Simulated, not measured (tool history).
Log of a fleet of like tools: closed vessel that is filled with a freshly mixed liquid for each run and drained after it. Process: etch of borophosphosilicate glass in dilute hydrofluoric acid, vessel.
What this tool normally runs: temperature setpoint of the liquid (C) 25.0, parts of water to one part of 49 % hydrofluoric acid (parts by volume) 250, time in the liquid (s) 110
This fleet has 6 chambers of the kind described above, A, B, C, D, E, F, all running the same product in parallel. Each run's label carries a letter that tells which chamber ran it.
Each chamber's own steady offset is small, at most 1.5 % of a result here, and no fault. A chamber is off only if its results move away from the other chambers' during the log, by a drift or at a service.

run     day  temperature setpoint of the liquid (C)  parts of water to one part of 49 % hydrofluoric acid (parts by volume)  time in the liquid (s)  read-back film thickness of the borophosphosilicate glass reference wafer, read on the same gauge (nm)  thickness taken off the borophosphosilicate glass on a monitor wafer (angstrom)
 1B   0.338                                    25.0                                                                     250                     110                                                                                                  139.98                                                                           219.00
      0.442  -- chamber D: thermometer replaced
 2E   0.629                                    25.0                                                                     250                     110                                                                                                  140.04                                                                           220.17
 3C   1.046                                    25.0                                                                     250                     110                                                                                                  139.99                                                                           222.75
 4A   1.629                                    25.0                                                                     250                     110                                                                                                  139.98                                                                           221.99
      2.038  -- chamber F: hydrofluoric acid flow meter replaced
 5D   2.217                                    25.0                                                                     250                     110                                                                                                  140.02                                                                           223.50
      2.417  -- chamber D: hydrofluoric acid flow meter replaced
 6F   2.562                                    27.0                                                                     250                     150                                                                                                  139.99                                                                           320.78
 7B   2.892                                    27.0                                                                     250                     150                                                                                                  140.03                                                                           318.07
 8E   3.204                                    27.0                                                                     250                     150                                                                                                  140.00                                                                           322.56
 9F   3.521                                    27.0                                                                     250                     150                                                                                                  140.01                                                                           321.38
10A   3.971                                    27.0                                                                     250                     150                                                                                                  139.98                                                                           325.31
11D   4.458                                    27.0                                                                     250                     150                                                                                                  140.01                                                                           325.31
12C   4.871                                    23.5                                                                     250                     110                                                                                                  140.00                                                                           208.77
13F   5.438                                    23.5                                                                     250                     110                                                                                                  140.01                                                                           208.02
14D   5.712                                    23.5                                                                     250                     110                                                                                                  140.02                                                                           210.62
15E   6.229                                    23.5                                                                     250                     110                                                                                                  140.01                                                                           207.81
16B   6.575                                    23.5                                                                     250                     110                                                                                                  139.95                                                                           205.36
17A   6.842                                    23.5                                                                     250                     110                                                                                                  140.02                                                                           212.55
18C   7.108                                    25.0                                                                     250                     110                                                                                                  140.03                                                                           222.05
      7.288  -- chamber F: thermometer replaced
19F   7.383                                    25.0                                                                     250                     110                                                                                                  140.02                                                                           218.48
20E   7.658                                    25.0                                                                     250                     110                                                                                                  139.98                                                                           220.28
21B   7.929                                    25.0                                                                     250                     110                                                                                                  140.04                                                                           218.61
22A   8.312                                    25.0                                                                     250                     110                                                                                                  139.98                                                                           224.12
23D   8.633                                    25.0                                                                     290                     110                                                                                                  139.98                                                                           184.48
24C   9.062                                    25.0                                                                     290                     110                                                                                                  140.05                                                                           184.23
25E   9.354                                    25.0                                                                     290                     110                                                                                                  140.02                                                                           180.09
26F   9.771                                    25.0                                                                     290                     110                                                                                                  139.99                                                                           181.07
27D  10.317                                    25.0                                                                     290                     110                                                                                                  140.00                                                                           183.67
28B  10.600                                    25.0                                                                     290                     110                                                                                                  140.01                                                                           179.53
29A  10.938                                    25.0                                                                     250                     110                                                                                                  139.97                                                                           227.64
     11.483  -- chamber E: thermometer replaced
30C  11.512                                    25.0                                                                     250                     110                                                                                                  139.99                                                                           220.14
31A  12.117                                    25.0                                                                     250                     110                                                                                                  139.99                                                                           228.33
32D  12.404                                    25.0                                                                     250                     110                                                                                                  140.02                                                                           222.37
33C  12.792                                    25.0                                                                     250                     110                                                                                                  139.95                                                                           220.75
34B  13.058                                    25.0                                                                     250                     110                                                                                                  139.97                                                                           217.77
35F  13.383                                    25.0                                                                     250                     110                                                                                                  140.00                                                                           219.70
36E  13.692                                    25.0                                                                     250                     110                                                                                                  140.07                                                                           218.11
37B  14.229                                    25.0                                                                     345                     170                                                                                                  140.03                                                                           221.97
38F  14.654                                    25.0                                                                     345                     170                                                                                                  140.02                                                                           221.24
39D  15.104                                    25.0                                                                     345                     170                                                                                                  139.99                                                                           227.30
40C  15.600                                    25.0                                                                     345                     170                                                                                                  140.01                                                                           229.27
41A  15.883                                    25.0                                                                     345                     170                                                                                                  140.02                                                                           234.22
42E  16.221                                    25.0                                                                     345                     170                                                                                                  140.02                                                                           221.60

All chambers now run identical settings, listed one chamber a line with results as question marks. What results will each chamber show?
43A  16.654                                    25.0                                                                     355                     110                                                                                                                                                                                        ?
43B  16.654                                    25.0                                                                     355                     110                                                                                                                                                                                        ?
43C  16.654                                    25.0                                                                     355                     110                                                                                                                                                                                        ?
43D  16.654                                    25.0                                                                     355                     110                                                                                                                                                                                        ?
43E  16.654                                    25.0                                                                     355                     110                                                                                                                                                                                        ?
43F  16.654                                    25.0                                                                     355                     110                                                                                                                                                                                        ?

run  thickness taken off the borophosphosilicate glass on a monitor wafer (angstrom)
43A                                                                           146.59
43B                                                                           139.31
43C                                                                           142.64
43D                                                                           141.76
43E                                                                           138.22
43F                                                                           139.50

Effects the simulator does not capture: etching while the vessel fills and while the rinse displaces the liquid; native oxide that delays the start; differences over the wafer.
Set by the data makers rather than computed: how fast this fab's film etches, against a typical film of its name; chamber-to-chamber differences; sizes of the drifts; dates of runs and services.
